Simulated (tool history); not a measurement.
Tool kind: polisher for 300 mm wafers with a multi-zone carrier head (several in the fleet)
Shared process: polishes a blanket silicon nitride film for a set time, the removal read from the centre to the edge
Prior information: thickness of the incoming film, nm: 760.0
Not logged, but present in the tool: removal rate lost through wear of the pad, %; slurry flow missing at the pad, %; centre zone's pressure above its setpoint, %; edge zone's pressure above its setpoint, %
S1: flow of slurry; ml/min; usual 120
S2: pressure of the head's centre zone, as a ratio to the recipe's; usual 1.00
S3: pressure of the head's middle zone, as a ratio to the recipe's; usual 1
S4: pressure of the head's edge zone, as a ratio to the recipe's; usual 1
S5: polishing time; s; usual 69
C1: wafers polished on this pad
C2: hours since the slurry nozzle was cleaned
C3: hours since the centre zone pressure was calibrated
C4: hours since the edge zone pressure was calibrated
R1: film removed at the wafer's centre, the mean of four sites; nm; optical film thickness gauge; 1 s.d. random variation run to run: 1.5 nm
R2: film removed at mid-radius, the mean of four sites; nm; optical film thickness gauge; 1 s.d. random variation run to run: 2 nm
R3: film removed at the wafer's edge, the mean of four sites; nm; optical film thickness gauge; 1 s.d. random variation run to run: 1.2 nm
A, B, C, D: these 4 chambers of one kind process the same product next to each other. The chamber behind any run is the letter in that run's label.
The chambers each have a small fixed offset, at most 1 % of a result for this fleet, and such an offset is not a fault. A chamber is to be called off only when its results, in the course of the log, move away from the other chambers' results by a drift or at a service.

run	hour	S1	S2	S3	S4	S5	C1	C2	C3	C4	R1	R2	R3
1A	6.4	120	1.00	1	1	69	317	297.7	250.5	180.3	142.58	142.93	141.63
2C	17.0	120	1.00	1	1	69	837	494.7	210.8	360.5	144.36	139.36	141.71
3D	22.6	120	1.00	1	1	69	474	220.3	1022.9	567.9	142.40	142.80	142.25
4B	28.4	120	1.00	1	1	69	598	164.1	1125.9	282.0	143.01	143.13	142.39
5B	38.7	120	1.00	1	1	69	737	174.4	1136.2	292.3	144.33	141.71	139.89
# hour 40.2: chamber A: worn pad replaced by a new one
6C	48.8	120	1.00	1	1	69	1266	526.5	242.6	392.3	143.38	139.78	141.25
# hour 55.1: chamber D: worn pad replaced by a new one
7A	58.7	120	1.00	1	1	69	250	350.0	302.8	232.6	142.85	138.82	142.69
8D	64.4	120	1.00	1	1	69	125	262.1	1064.7	609.7	143.01	140.48	142.71
# hour 65.8: chamber C: worn pad replaced by a new one
9C	74.0	120	1.00	1	1	69	110	551.7	267.8	417.5	140.86	144.71	140.46
# hour 75.6: chamber B: worn pad replaced by a new one
10B	83.5	120	1.00	1	1	69	106	219.2	1181.0	337.1	143.68	143.60	141.11
# hour 87.7: chamber B: edge zone pressure recalibrated
11D	93.4	120	1.00	1	1	69	516	291.1	1093.7	638.7	142.76	142.21	140.71
# hour 99.5: chamber A: worn pad replaced by a new one
12A	100.1	120	1.00	1	1	69	8	391.4	344.2	274.0	141.14	139.50	142.21
13A	106.7	120	1.00	1	1	69	97	398.0	350.8	280.6	140.66	142.89	141.14
14D	114.4	120	1.00	1	1	69	799	312.1	1114.7	659.7	140.58	141.71	141.44
# hour 116.8: chamber D: worn pad replaced by a new one
15C	120.8	120	1.00	1	1	69	741	598.5	314.6	464.3	142.78	144.50	142.58
# hour 128.1: chamber A: centre zone pressure recalibrated
16B	129.5	120	1.00	1	1	69	727	265.2	1227.0	41.9	142.42	143.46	141.08
# hour 133.5: chamber A: edge zone pressure recalibrated
17C	140.9	120	1.00	1	1	69	1012	618.6	334.7	484.4	141.23	144.57	140.33
# hour 147.5: chamber B: worn pad replaced by a new one
18A	151.4	120	1.00	1	1	69	700	442.7	23.3	17.9	144.37	145.64	139.32
# hour 151.6: chamber A: worn pad replaced by a new one
19D	161.9	120	1.00	1	1	69	608	359.6	1162.2	707.2	140.11	142.59	139.94
# hour 169.7: chamber C: worn pad replaced by a new one
20B	170.7	120	1.00	1	1	69	314	306.4	1268.2	83.1	138.05	138.42	138.76
21B	180.1	120	1.00	1	1	69	440	315.8	1277.6	92.5	138.63	139.26	138.29
# hour 185.4: chamber D: worn pad replaced by a new one
22C	190.9	120	1.00	1	1	69	286	668.6	384.7	534.4	141.80	140.37	140.95
23D	202.5	120	1.11	1	1	69	230	400.2	1202.8	747.8	159.72	143.09	141.96
24A	212.7	120	1.11	1	1	69	824	504.0	84.6	79.2	162.22	144.42	141.10
# hour 219.7: chamber A: worn pad replaced by a new one
25B	220.9	120	1.11	1	1	69	991	356.6	1318.4	133.3	152.37	137.84	137.46
# hour 225.8: chamber B: worn pad replaced by a new one
26D	227.4	120	1.11	1	1	69	566	425.1	1227.7	772.7	156.75	140.97	141.42
27C	233.5	120	1.00	1	1	69	860	711.2	427.3	577.0	142.23	142.77	141.62
28A	242.7	120	1.00	1	1	69	310	534.0	114.6	109.2	142.02	141.58	141.53
29C	249.9	120	1.00	1	1	69	1082	727.6	443.7	593.4	141.24	142.01	140.61
# hour 250.7: chamber D: worn pad replaced by a new one
30B	257.9	120	1.00	1	1	69	434	393.6	1355.4	170.3	132.85	132.90	135.17
31D	269.8	120	1.00	1	1	69	258	467.5	1270.1	815.1	141.94	145.69	143.75
32A	281.3	120	1.00	1	1	69	830	572.6	153.2	147.8	143.95	139.18	140.33
33D	292.8	120	1.00	1	1	69	568	490.5	1293.1	838.1	141.57	139.39	141.48
34B	300.3	120	1.00	1	1	69	1005	436.0	1397.8	212.7	128.53	132.44	134.36

Has any chamber moved away from the others, gradually or after a service, or does the common gauge drift, or do the chambers differ only by their own small steady offsets? State the chamber and the most likely cause if one applies.

Chamber B drifts away from the others.
What lies behind it: slurry flow missing at the pad, % = 27.7.

Below are 4 candidate recipes for chamber B's next run, each the usual settings with a change, their results shown as question marks. Which of them brings B's results back in line with what the other chambers give on the usual settings?
Allowed miss from the other chambers' usual-settings mean, per result, to count as in line: R1 5.20 nm; R2 7.00 nm; R3 4.10 nm
35B-1	309.0	125	1.02	1.01	0.99	73					?	?	?
35B-2	309.0	130	1.03	1.02	0.98	76					?	?	?
35B-3	309.0	115	0.98	0.99	1.01	65					?	?	?
35B-4	309.0	110	0.97	0.98	1.02	62					?	?	?

What the other chambers average on the usual settings: R1 141.51 nm; R2 141.80 nm; R3 140.91 nm
run	R1	R2	R3
35B-1	142.16	141.67	141.93
35B-2	151.70	150.61	148.13
35B-3	117.34	120.58	125.50
35B-4	108.70	112.24	119.16
It is 35B-1 that realigns the chamber with its peers.

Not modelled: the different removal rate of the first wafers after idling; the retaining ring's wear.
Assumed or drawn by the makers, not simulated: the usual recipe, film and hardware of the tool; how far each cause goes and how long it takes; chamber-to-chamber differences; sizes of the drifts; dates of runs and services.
